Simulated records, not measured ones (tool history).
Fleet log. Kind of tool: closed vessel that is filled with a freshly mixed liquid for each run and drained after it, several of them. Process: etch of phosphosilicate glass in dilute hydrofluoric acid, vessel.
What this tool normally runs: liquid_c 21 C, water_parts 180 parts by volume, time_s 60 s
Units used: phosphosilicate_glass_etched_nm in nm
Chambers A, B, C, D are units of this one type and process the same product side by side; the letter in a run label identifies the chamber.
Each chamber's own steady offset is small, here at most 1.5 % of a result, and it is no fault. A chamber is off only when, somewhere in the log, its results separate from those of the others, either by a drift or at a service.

run,hour,liquid_c,water_parts,time_s,hours since the thermometer was replaced,hours since the hydrofluoric acid flow meter was replaced,"read-back film thickness of the phosphosilicate glass reference wafer, read on the same gauge (nm)",phosphosilicate_glass_etched_nm
1D,6.0,21,180,60,20.9,1146.6,70.008,40.187
2B,12.8,21,180,60,482.8,2382.6,69.979,40.199
3C,18.2,21,180,60,1704.3,59.8,69.992,39.966
4A,27.6,21,180,60,879.0,818.1,69.998,39.791
5A,36.2,21,180,60,887.6,826.7,70.006,40.055
6C,44.8,21,180,60,1730.9,86.4,70.006,40.888
7D,51.9,21,225,40,66.8,1192.5,69.975,20.677
8B,57.6,21,225,40,527.6,2427.4,69.982,20.184
9B,62.1,21,225,40,532.1,2431.9,69.981,20.592
# hour 68.6: chamber B: hydrofluoric acid flow meter replaced
10A,71.2,21,225,40,922.6,861.7,69.998,20.251
11D,76.9,21,180,60,91.8,1217.5,69.970,39.421
12C,84.0,21,180,60,1770.1,125.6,70.018,40.632
13A,89.4,21,135,30,940.8,879.9,69.980,28.114
14C,97.7,21,135,30,1783.8,139.3,70.006,28.759
15D,106.2,21,135,30,121.1,1246.8,69.990,26.483
16B,111.2,21,135,30,581.2,42.7,69.980,28.991
17B,120.8,21,180,60,590.8,52.3,70.047,40.554
18C,128.1,21,180,60,1814.2,169.7,69.989,40.222
19D,134.5,21,180,60,149.4,1275.1,70.041,37.290
20A,141.2,21,180,60,992.6,931.7,70.018,39.804
21B,147.6,21,115,45,617.6,79.1,69.990,51.870
22D,156.6,21,115,45,171.5,1297.2,69.992,45.523
23C,162.4,21,115,45,1848.5,204.0,70.012,50.417
24A,169.4,21,115,45,1020.8,959.9,70.006,50.159
25D,176.4,21,180,60,191.3,1317.0,69.964,35.646

The same settings go to every chamber for the next run, one line per chamber below. Forecast the results for each:
26A,183.9,21,180,60,,,,?
26B,183.9,21,180,60,,,,?
26C,183.9,21,180,60,,,,?
26D,183.9,21,180,60,,,,?

run,phosphosilicate_glass_etched_nm
26A,40.616
26B,40.808
26C,40.728
26D,34.842
